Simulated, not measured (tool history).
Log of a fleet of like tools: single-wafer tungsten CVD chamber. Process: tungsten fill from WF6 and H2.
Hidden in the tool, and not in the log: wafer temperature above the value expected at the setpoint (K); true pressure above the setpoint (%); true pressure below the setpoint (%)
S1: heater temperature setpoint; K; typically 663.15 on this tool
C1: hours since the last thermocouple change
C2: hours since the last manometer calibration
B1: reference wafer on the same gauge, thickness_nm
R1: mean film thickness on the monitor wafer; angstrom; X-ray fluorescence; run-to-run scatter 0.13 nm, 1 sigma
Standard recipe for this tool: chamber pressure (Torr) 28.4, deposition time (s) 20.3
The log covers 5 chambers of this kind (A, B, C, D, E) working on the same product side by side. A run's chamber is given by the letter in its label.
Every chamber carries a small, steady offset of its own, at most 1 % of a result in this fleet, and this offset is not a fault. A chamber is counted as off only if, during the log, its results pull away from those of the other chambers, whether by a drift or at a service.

Run 1B, hour 5.0: usual settings; C1 1220.6; C2 745.5; B1 44.804. Result: R1 477.13 angstrom.
Run 2A, hour 15.6: usual settings; C1 971.8; C2 1178.3; B1 44.783. Result: R1 476.14 angstrom.
Run 3D, hour 23.3: usual settings; C1 1659.5; C2 1065.7; B1 44.782. Result: R1 476.27 angstrom.
Run 4C, hour 32.8: usual settings; C1 560.1; C2 669.4; B1 44.828. Result: R1 478.53 angstrom.
Run 5E, hour 41.2: usual settings; C1 176.6; C2 1398.3; B1 44.801. Result: R1 478.11 angstrom.
Run 6C, hour 48.6: usual settings; C1 575.9; C2 685.2; B1 44.810. Result: R1 477.97 angstrom.
Run 7E, hour 59.2: usual settings; C1 194.6; C2 1416.3; B1 44.797. Result: R1 476.05 angstrom.
Run 8D, hour 68.9: usual settings; C1 1705.1; C2 1111.3; B1 44.799. Result: R1 475.28 angstrom.
Run 9B, hour 76.5: usual settings; C1 1292.1; C2 817.0; B1 44.809. Result: R1 474.55 angstrom.
Run 10A, hour 81.6: usual settings; C1 1037.8; C2 1244.3; B1 44.808. Result: R1 476.18 angstrom.
Run 11A, hour 90.4: usual settings but S1 652.15 K; C1 1046.6; C2 1253.1; B1 44.817. Result: R1 381.49 angstrom.
Run 12C, hour 98.6: usual settings but S1 652.15 K; C1 625.9; C2 735.2; B1 44.797. Result: R1 383.88 angstrom.
At hour 99.4: chamber E: capacitance manometer re-zeroed and calibrated.
Run 13D, hour 105.5: usual settings but S1 652.15 K; C1 1741.7; C2 1147.9; B1 44.801. Result: R1 382.79 angstrom.
Run 14E, hour 113.0: usual settings but S1 652.15 K; C1 248.4; C2 13.6; B1 44.822. Result: R1 370.28 angstrom.
Run 15B, hour 121.0: usual settings but S1 652.15 K; C1 1336.6; C2 861.5; B1 44.767. Result: R1 380.72 angstrom.
Run 16D, hour 128.6: usual settings; C1 1764.8; C2 1171.0; B1 44.814. Result: R1 475.84 angstrom.
Run 17E, hour 135.2: usual settings; C1 270.6; C2 35.8; B1 44.805. Result: R1 456.77 angstrom.
Run 18A, hour 145.4: usual settings; C1 1101.6; C2 1308.1; B1 44.792. Result: R1 474.22 angstrom.
Run 19B, hour 154.8: usual settings; C1 1370.4; C2 895.3; B1 44.766. Result: R1 473.84 angstrom.
Run 20C, hour 159.9: usual settings; C1 687.2; C2 796.5; B1 44.787. Result: R1 475.21 angstrom.
At hour 163.0: chamber A: capacitance manometer re-zeroed and calibrated.
Run 21C, hour 165.7: usual settings; C1 693.0; C2 802.3; B1 44.815. Result: R1 477.99 angstrom.
Run 22E, hour 170.9: usual settings; C1 306.3; C2 71.5; B1 44.776. Result: R1 458.68 angstrom.
Run 23B, hour 179.2: usual settings; C1 1394.8; C2 919.7; B1 44.823. Result: R1 475.73 angstrom.
Run 24A, hour 184.9: usual settings but S1 653.15 K, chamber pressure (Torr) 25.9; C1 1141.1; C2 22.0; B1 44.807. Result: R1 373.71 angstrom.
Run 25D, hour 190.2: usual settings but S1 653.15 K, chamber pressure (Torr) 25.9; C1 1826.4; C2 1232.6; B1 44.782. Result: R1 372.76 angstrom.
Run 26B, hour 199.6: usual settings but S1 653.15 K, chamber pressure (Torr) 25.9; C1 1415.2; C2 940.1; B1 44.816. Result: R1 371.85 angstrom.
Run 27C, hour 207.5: usual settings but S1 653.15 K, chamber pressure (Torr) 25.9; C1 734.8; C2 844.1; B1 44.763. Result: R1 375.45 angstrom.
Run 28D, hour 216.8: usual settings but S1 653.15 K, chamber pressure (Torr) 25.9; C1 1853.0; C2 1259.2; B1 44.796. Result: R1 374.91 angstrom.
Run 29A, hour 226.9: usual settings; C1 1183.1; C2 64.0; B1 44.796. Result: R1 474.97 angstrom.
Run 30E, hour 233.6: usual settings; C1 369.0; C2 134.2; B1 44.831. Result: R1 458.99 angstrom.
Run 31D, hour 240.2: usual settings; C1 1876.4; C2 1282.6; B1 44.817. Result: R1 476.47 angstrom.
Run 32B, hour 248.0: usual settings; C1 1463.6; C2 988.5; B1 44.784. Result: R1 475.92 angstrom.
Run 33C, hour 254.3: usual settings; C1 781.6; C2 890.9; B1 44.775. Result: R1 477.09 angstrom.
Run 34E, hour 261.5: usual settings; C1 396.9; C2 162.1; B1 44.794. Result: R1 459.36 angstrom.
Run 35A, hour 271.9: usual settings; C1 1228.1; C2 109.0; B1 44.802. Result: R1 476.34 angstrom.
Run 36B, hour 276.6: usual settings; C1 1492.2; C2 1017.1; B1 44.809. Result: R1 477.78 angstrom.
Run 37D, hour 285.3: usual settings; C1 1921.5; C2 1327.7; B1 44.830. Result: R1 475.26 angstrom.
Run 38E, hour 293.1: usual settings; C1 428.5; C2 193.7; B1 44.809. Result: R1 459.38 angstrom.
Run 39C, hour 300.4: usual settings; C1 827.7; C2 937.0; B1 44.798. Result: R1 475.78 angstrom.
Run 40A, hour 308.8: usual settings; C1 1265.0; C2 145.9; B1 44.811. Result: R1 474.94 angstrom.
Run 41B, hour 317.4: usual settings but chamber pressure (Torr) 24.3; C1 1533.0; C2 1057.9; B1 44.779. Result: R1 441.00 angstrom.

Has any chamber moved away from the others, gradually or after a service, or does the common gauge drift, or do the chambers differ only by their own small steady offsets? State the chamber and the most likely cause if one applies.

A service on chamber E put it out of line with the rest.
What lies behind it: true pressure below the setpoint (%) = 7.12.

Chamber E could run next with any of the 4 candidate recipes listed below; each alters the usual settings, and their results appear as question marks. Which one brings its results back in line with what the other chambers deliver on the usual settings?
In-line tolerance around the mean of the other chambers on the usual settings: R1 4.50 angstrom
Run 42E-1, hour 325.1: usual settings but S1 661.15 K, chamber pressure (Torr) 28.0, deposition time (s) 19.9. Result: R1 ?.
Run 42E-2, hour 325.1: usual settings but chamber pressure (Torr) 32.3. Result: R1 ?.
Run 42E-3, hour 325.1: usual settings but S1 664.15 K, chamber pressure (Torr) 28.7, deposition time (s) 20.5. Result: R1 ?.
Run 42E-4, hour 325.1: usual settings but S1 662.15 K, chamber pressure (Torr) 28.2, deposition time (s) 20.1. Result: R1 ?.

What the other chambers average on the usual settings: R1 476.33 angstrom
  run      R1
42E-1  430.42
42E-2  489.35
42E-3  475.69
42E-4  444.91
42E-3 brings the chamber back in line.
